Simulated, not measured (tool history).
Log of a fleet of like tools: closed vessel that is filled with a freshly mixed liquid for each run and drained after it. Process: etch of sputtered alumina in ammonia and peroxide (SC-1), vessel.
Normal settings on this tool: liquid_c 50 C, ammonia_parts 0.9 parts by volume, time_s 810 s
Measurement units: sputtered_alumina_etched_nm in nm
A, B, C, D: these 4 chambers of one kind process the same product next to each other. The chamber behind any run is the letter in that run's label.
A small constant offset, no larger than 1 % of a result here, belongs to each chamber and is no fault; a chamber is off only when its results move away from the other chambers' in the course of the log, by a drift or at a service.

| run | day | liquid_c | ammonia_parts | time_s | hours since the thermometer was replaced | hours since the ammonia flow meter was replaced | hours since the drum of ammonia solution was connected | read-back film thickness of the sputtered alumina reference wafer, read on the same gauge (nm) | sputtered_alumina_etched_nm |
|---|---|---|---|---|---|---|---|---|---|
| 1B | 0.446 | 50 | 0.9 | 810 | 1126.3 | 190.8 | 41.5 | 90.005 | 50.922 |
| 2A | 0.717 | 50 | 0.9 | 810 | 1065.4 | 884.7 | 86.7 | 90 | 51.416 |
|  | 1.233 | chamber A: ammonia flow meter replaced |
| 3C | 1.25 | 50 | 0.9 | 810 | 1559.8 | 461.1 | 384.5 | 90.012 | 51.836 |
|  | 1.408 | chamber B: thermometer replaced |
| 4D | 1.483 | 50 | 0.9 | 810 | 1029.1 | 317.4 | 328.4 | 90.016 | 51.781 |
| 5A | 1.775 | 50 | 0.9 | 810 | 1090.8 | 13 | 112.1 | 89.996 | 51.86 |
| 6B | 2.058 | 57.5 | 0.9 | 810 | 15.7 | 229.5 | 80.2 | 89.997 | 77.016 |
| 7D | 2.475 | 57.5 | 0.9 | 810 | 1052.9 | 341.2 | 352.2 | 90.012 | 76.17 |
|  | 2.896 | chamber C: new drum of ammonia solution connected |
| 8C | 3 | 57.5 | 0.9 | 810 | 1601.8 | 503.1 | 2.5 | 90.033 | 76.381 |
| 9B | 3.421 | 57.5 | 0.9 | 810 | 48.4 | 262.2 | 112.9 | 90.021 | 76.448 |
| 10D | 3.688 | 50 | 0.9 | 810 | 1082 | 370.3 | 381.3 | 89.989 | 51.871 |
| 11C | 4.2 | 50 | 0.9 | 1125 | 1630.6 | 531.9 | 31.3 | 89.983 | 71.589 |
| 12A | 4.625 | 50 | 0.9 | 1125 | 1159.2 | 81.4 | 180.5 | 90.005 | 72.896 |
| 13C | 5.075 | 50 | 0.9 | 1125 | 1651.6 | 552.9 | 52.3 | 89.998 | 71.651 |
| 14B | 5.588 | 50 | 0.9 | 1125 | 100.4 | 314.2 | 164.9 | 90.013 | 71.977 |
| 15A | 6.021 | 50 | 1.2 | 1240 | 1192.7 | 114.9 | 214 | 89.971 | 80.964 |
| 16D | 6.375 | 50 | 1.2 | 1240 | 1146.5 | 434.8 | 445.8 | 89.997 | 79.578 |
| 17D | 6.838 | 50 | 1.2 | 1240 | 1157.6 | 445.9 | 456.9 | 90.024 | 81.002 |
| 18A | 7.262 | 50 | 1.2 | 1240 | 1222.5 | 144.7 | 243.8 | 90.014 | 81.635 |
| 19C | 7.667 | 50 | 0.9 | 810 | 1713.8 | 615.1 | 114.5 | 89.98 | 51.801 |
| 20B | 7.958 | 50 | 0.9 | 810 | 157.3 | 371.1 | 221.8 | 90.002 | 51.158 |
| 21D | 8.308 | 50 | 0.9 | 810 | 1192.9 | 481.2 | 492.2 | 89.998 | 50.695 |
| 22C | 8.829 | 50 | 0.9 | 810 | 1741.7 | 643 | 142.4 | 89.993 | 52.055 |
| 23A | 9.196 | 50 | 0.9 | 810 | 1268.9 | 191.1 | 290.2 | 90.036 | 51.482 |
| 24B | 9.621 | 50 | 0.9 | 810 | 197.2 | 411 | 261.7 | 89.982 | 51.346 |
|  | 9.65 | chamber B: new drum of ammonia solution connected |
|  | 9.692 | chamber B: ammonia flow meter replaced |
| 25D | 10.054 | 50 | 0.9 | 810 | 1234.8 | 523.1 | 534.1 | 89.981 | 49.789 |
| 26C | 10.333 | 50 | 0.9 | 810 | 1777.8 | 679.1 | 178.5 | 89.981 | 51.937 |
| 27A | 10.812 | 50 | 0.9 | 810 | 1307.7 | 229.9 | 329 | 89.995 | 51.229 |
| 28B | 11.196 | 50 | 0.9 | 810 | 235 | 36.2 | 37.2 | 89.983 | 51.352 |
| 29A | 11.667 | 50 | 0.9 | 810 | 1328.2 | 250.4 | 349.5 | 89.978 | 51.814 |
| 30B | 11.938 | 50 | 1.2 | 810 | 252.8 | 54 | 55 | 90 | 53.046 |
| 31C | 12.442 | 50 | 1.2 | 810 | 1828.4 | 729.7 | 229.1 | 90.021 | 52.885 |
| 32D | 12.779 | 50 | 1.2 | 810 | 1300.2 | 588.5 | 599.5 | 89.984 | 50.612 |
| 33B | 13.204 | 50 | 1.2 | 810 | 283.2 | 84.4 | 85.4 | 89.984 | 52.258 |
| 34A | 13.662 | 50 | 0.9 | 810 | 1376.1 | 298.3 | 397.4 | 90.009 | 51.679 |
| 35C | 13.921 | 50 | 0.9 | 810 | 1863.9 | 765.2 | 264.6 | 90.026 | 51.782 |
| 36D | 14.162 | 50 | 0.9 | 810 | 1333.4 | 621.7 | 632.7 | 90.004 | 49.218 |
| 37A | 14.442 | 50 | 0.9 | 810 | 1394.8 | 317 | 416.1 | 90.012 | 51.64 |
| 38D | 14.729 | 50 | 0.9 | 810 | 1347 | 635.3 | 646.3 | 89.995 | 49.5 |
| 39B | 15.154 | 53.5 | 0.9 | 810 | 330 | 131.2 | 132.2 | 90.029 | 61.553 |
| 40C | 15.446 | 53.5 | 0.9 | 810 | 1900.5 | 801.8 | 301.2 | 89.989 | 62.833 |

One chamber off, gauge drift, or nothing amiss beyond the chambers' own small offsets? If it is a chamber, which one, and what is the likeliest cause?

Little by little, chamber D moves away from the other chambers.
Cause: liquid colder than its thermometer reads (K) = 1.15.

Below are 4 candidate recipes for chamber D's next run, each the usual settings with a change, their results shown as question marks. Which of them brings D's results back in line with what the other chambers give on the usual settings?
In line here means within this much of the mean the other chambers give on the usual settings: sputtered_alumina_etched_nm 1.4 nm
| 41D-1 | 15.825 | 50 | 0.9 | 815 |  |  |  |  | ? |
| 41D-2 | 15.825 | 50 | 0.9 | 805 |  |  |  |  | ? |
| 41D-3 | 15.825 | 50.5 | 0.9 | 835 |  |  |  |  | ? |
| 41D-4 | 15.825 | 49.5 | 0.9 | 785 |  |  |  |  | ? |

On the usual settings, the other chambers give on average: sputtered_alumina_etched_nm 51.661 nm
| run | sputtered_alumina_etched_nm |
|---|---|
| 41D-1 | 49.085 |
| 41D-2 | 48.483 |
| 41D-3 | 51.7 |
| 41D-4 | 45.984 |
41D-3 brings the chamber back in line.
